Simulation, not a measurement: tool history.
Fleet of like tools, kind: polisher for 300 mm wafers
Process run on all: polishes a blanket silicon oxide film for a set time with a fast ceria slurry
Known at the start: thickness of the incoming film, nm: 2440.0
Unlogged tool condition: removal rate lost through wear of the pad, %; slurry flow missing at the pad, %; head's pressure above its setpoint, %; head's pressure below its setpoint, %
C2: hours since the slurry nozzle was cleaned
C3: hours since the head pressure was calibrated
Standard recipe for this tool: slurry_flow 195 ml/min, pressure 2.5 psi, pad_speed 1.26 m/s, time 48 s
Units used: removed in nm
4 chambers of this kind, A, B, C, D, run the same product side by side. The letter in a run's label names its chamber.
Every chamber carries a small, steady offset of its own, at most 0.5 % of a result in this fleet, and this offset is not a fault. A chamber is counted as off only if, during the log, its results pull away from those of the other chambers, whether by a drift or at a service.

{"run": "1B", "hour": 9.3, "slurry_flow": 195, "pressure": 2.5, "pad_speed": 1.26, "time": 48, "wafers polished on this pad": 1222, "C2": 94.7, "C3": 661.8, "removed": 1011.4}
{"hour": 21.6, "done": "chamber B: worn pad replaced by a new one"}
{"run": "2A", "hour": 22.5, "slurry_flow": 195, "pressure": 2.5, "pad_speed": 1.26, "time": 48, "wafers polished on this pad": 659, "C2": 619.8, "C3": 341.3, "removed": 1008.6}
{"run": "3D", "hour": 36.9, "slurry_flow": 195, "pressure": 2.5, "pad_speed": 1.26, "time": 48, "wafers polished on this pad": 636, "C2": 45.2, "C3": 621.3, "removed": 993.63}
{"run": "4C", "hour": 48.6, "slurry_flow": 195, "pressure": 2.5, "pad_speed": 1.26, "time": 48, "wafers polished on this pad": 744, "C2": 542.8, "C3": 162.6, "removed": 985.27}
{"run": "5A", "hour": 62.4, "slurry_flow": 195, "pressure": 2.5, "pad_speed": 1.26, "time": 48, "wafers polished on this pad": 1232, "C2": 659.7, "C3": 381.2, "removed": 1000.9}
{"run": "6C", "hour": 75.8, "slurry_flow": 195, "pressure": 2.5, "pad_speed": 1.26, "time": 48, "wafers polished on this pad": 1135, "C2": 570, "C3": 189.8, "removed": 1000.1}
{"hour": 80.0, "done": "chamber C: worn pad replaced by a new one"}
{"run": "7D", "hour": 84.6, "slurry_flow": 195, "pressure": 2.5, "pad_speed": 1.26, "time": 48, "wafers polished on this pad": 1321, "C2": 92.9, "C3": 669, "removed": 985.48}
{"hour": 88.3, "done": "chamber D: worn pad replaced by a new one"}
{"run": "8B", "hour": 99.5, "slurry_flow": 195, "pressure": 2.5, "pad_speed": 1.26, "time": 48, "wafers polished on this pad": 1119, "C2": 184.9, "C3": 752, "removed": 992.51}
{"hour": 106.8, "done": "chamber A: slurry nozzle cleaned"}
{"run": "9B", "hour": 109.9, "slurry_flow": 195, "pressure": 2.5, "pad_speed": 1.4, "time": 60, "wafers polished on this pad": 1268, "C2": 195.3, "C3": 762.4, "removed": 1386.4}
{"run": "10C", "hour": 121.8, "slurry_flow": 195, "pressure": 2.5, "pad_speed": 1.4, "time": 60, "wafers polished on this pad": 600, "C2": 616, "C3": 235.8, "removed": 1362.2}
{"hour": 128.0, "done": "chamber B: worn pad replaced by a new one"}
{"run": "11A", "hour": 132.6, "slurry_flow": 195, "pressure": 2.5, "pad_speed": 1.4, "time": 60, "wafers polished on this pad": 2240, "C2": 25.8, "C3": 451.4, "removed": 1389.2}
{"run": "12D", "hour": 143.9, "slurry_flow": 195, "pressure": 2.5, "pad_speed": 1.4, "time": 60, "wafers polished on this pad": 798, "C2": 152.2, "C3": 728.3, "removed": 1355.7}
{"hour": 154.4, "done": "chamber C: worn pad replaced by a new one"}
{"run": "13B", "hour": 159.5, "slurry_flow": 195, "pressure": 2.5, "pad_speed": 1.26, "time": 48, "wafers polished on this pad": 453, "C2": 244.9, "C3": 812, "removed": 991.11}
{"run": "14A", "hour": 172.3, "slurry_flow": 195, "pressure": 2.5, "pad_speed": 1.26, "time": 48, "wafers polished on this pad": 2809, "C2": 65.5, "C3": 491.1, "removed": 1004.8}
{"run": "15C", "hour": 179.8, "slurry_flow": 195, "pressure": 2.5, "pad_speed": 1.26, "time": 48, "wafers polished on this pad": 365, "C2": 674, "C3": 293.8, "removed": 1007.7}
{"hour": 182.3, "done": "chamber D: worn pad replaced by a new one"}
{"hour": 184.3, "done": "chamber D: head pressure recalibrated"}
{"run": "16D", "hour": 189.3, "slurry_flow": 195, "pressure": 2.5, "pad_speed": 1.26, "time": 48, "wafers polished on this pad": 101, "C2": 197.6, "C3": 5.1, "removed": 974.12}
{"hour": 202.4, "done": "chamber C: slurry nozzle cleaned"}
{"run": "17A", "hour": 203.3, "slurry_flow": 195, "pressure": 2.5, "pad_speed": 1.26, "time": 48, "wafers polished on this pad": 3255, "C2": 96.5, "C3": 522.1, "removed": 971.08}
{"hour": 209.9, "done": "chamber C: head pressure recalibrated"}
{"run": "18C", "hour": 215.1, "slurry_flow": 195, "pressure": 2.5, "pad_speed": 1.26, "time": 48, "wafers polished on this pad": 872, "C2": 12.8, "C3": 5.2, "removed": 996.17}
{"run": "19B", "hour": 230.4, "slurry_flow": 195, "pressure": 2.5, "pad_speed": 1.26, "time": 48, "wafers polished on this pad": 1471, "C2": 315.8, "C3": 882.9, "removed": 1007.3}
{"run": "20D", "hour": 238.0, "slurry_flow": 195, "pressure": 2.9, "pad_speed": 1.26, "time": 59, "wafers polished on this pad": 800, "C2": 246.3, "C3": 53.8, "removed": 1391.2}
{"hour": 243.4, "done": "chamber B: worn pad replaced by a new one"}
{"hour": 250.7, "done": "chamber C: worn pad replaced by a new one"}
{"run": "21C", "hour": 254.0, "slurry_flow": 195, "pressure": 2.9, "pad_speed": 1.26, "time": 59, "wafers polished on this pad": 47, "C2": 51.7, "C3": 44.1, "removed": 1422.5}
{"hour": 261.2, "done": "chamber B: slurry nozzle cleaned"}
{"run": "22A", "hour": 267.4, "slurry_flow": 195, "pressure": 2.9, "pad_speed": 1.26, "time": 59, "wafers polished on this pad": 4175, "C2": 160.6, "C3": 586.2, "removed": 1356.5}
{"hour": 268.2, "done": "chamber D: worn pad replaced by a new one"}
{"hour": 271.4, "done": "chamber B: head pressure recalibrated"}
{"run": "23D", "hour": 276.0, "slurry_flow": 195, "pressure": 2.9, "pad_speed": 1.26, "time": 59, "wafers polished on this pad": 112, "C2": 284.3, "C3": 91.8, "removed": 1411.1}
{"run": "24B", "hour": 290.1, "slurry_flow": 195, "pressure": 2.5, "pad_speed": 1.26, "time": 48, "wafers polished on this pad": 671, "C2": 29, "C3": 18.8, "removed": 994.21}
{"run": "25D", "hour": 298.5, "slurry_flow": 195, "pressure": 2.5, "pad_speed": 1.26, "time": 48, "wafers polished on this pad": 435, "C2": 306.8, "C3": 114.3, "removed": 981.01}
{"run": "26A", "hour": 309.7, "slurry_flow": 195, "pressure": 2.5, "pad_speed": 1.26, "time": 48, "wafers polished on this pad": 4782, "C2": 202.9, "C3": 628.5, "removed": 954.68}
{"run": "27C", "hour": 323.2, "slurry_flow": 195, "pressure": 2.5, "pad_speed": 1.26, "time": 48, "wafers polished on this pad": 1040, "C2": 120.9, "C3": 113.3, "removed": 1003.8}
{"run": "28B", "hour": 338.7, "slurry_flow": 140, "pressure": 2.5, "pad_speed": 1.26, "time": 54, "wafers polished on this pad": 1369, "C2": 77.6, "C3": 67.4, "removed": 1051.1}
{"hour": 343.0, "done": "chamber C: worn pad replaced by a new one"}
{"run": "29C", "hour": 350.2, "slurry_flow": 140, "pressure": 2.5, "pad_speed": 1.26, "time": 54, "wafers polished on this pad": 104, "C2": 147.9, "C3": 140.3, "removed": 1065.8}
{"hour": 357.5, "done": "chamber B: worn pad replaced by a new one"}
{"hour": 361.2, "done": "chamber D: worn pad replaced by a new one"}
{"run": "30B", "hour": 362.0, "slurry_flow": 140, "pressure": 2.5, "pad_speed": 1.26, "time": 54, "wafers polished on this pad": 64, "C2": 100.9, "C3": 90.7, "removed": 1069.7}
{"run": "31D", "hour": 371.6, "slurry_flow": 140, "pressure": 2.5, "pad_speed": 1.26, "time": 54, "wafers polished on this pad": 149, "C2": 379.9, "C3": 187.4, "removed": 1061.3}
{"run": "32A", "hour": 385.7, "slurry_flow": 195, "pressure": 2.5, "pad_speed": 1.26, "time": 48, "wafers polished on this pad": 5873, "C2": 278.9, "C3": 704.5, "removed": 935.25}
{"run": "33D", "hour": 399.7, "slurry_flow": 195, "pressure": 2.5, "pad_speed": 1.26, "time": 48, "wafers polished on this pad": 553, "C2": 408, "C3": 215.5, "removed": 966.34}
{"run": "34C", "hour": 410.1, "slurry_flow": 195, "pressure": 2.5, "pad_speed": 1.26, "time": 48, "wafers polished on this pad": 964, "C2": 207.8, "C3": 200.2, "removed": 992.12}
{"run": "35A", "hour": 425.7, "slurry_flow": 195, "pressure": 2.5, "pad_speed": 1.26, "time": 48, "wafers polished on this pad": 6448, "C2": 318.9, "C3": 744.5, "removed": 922.9}

Next, every chamber runs the same settings. What will each give?
{"run": "36A", "hour": 437.4, "slurry_flow": 195, "pressure": 2.5, "pad_speed": 1.26, "time": 58, "removed": "?"}
{"run": "36B", "hour": 437.4, "slurry_flow": 195, "pressure": 2.5, "pad_speed": 1.26, "time": 58, "removed": "?"}
{"run": "36C", "hour": 437.4, "slurry_flow": 195, "pressure": 2.5, "pad_speed": 1.26, "time": 58, "removed": "?"}
{"run": "36D", "hour": 437.4, "slurry_flow": 195, "pressure": 2.5, "pad_speed": 1.26, "time": 58, "removed": "?"}

run=36A removed=1105
run=36B removed=1191.2
run=36C removed=1183.6
run=36D removed=1177.6

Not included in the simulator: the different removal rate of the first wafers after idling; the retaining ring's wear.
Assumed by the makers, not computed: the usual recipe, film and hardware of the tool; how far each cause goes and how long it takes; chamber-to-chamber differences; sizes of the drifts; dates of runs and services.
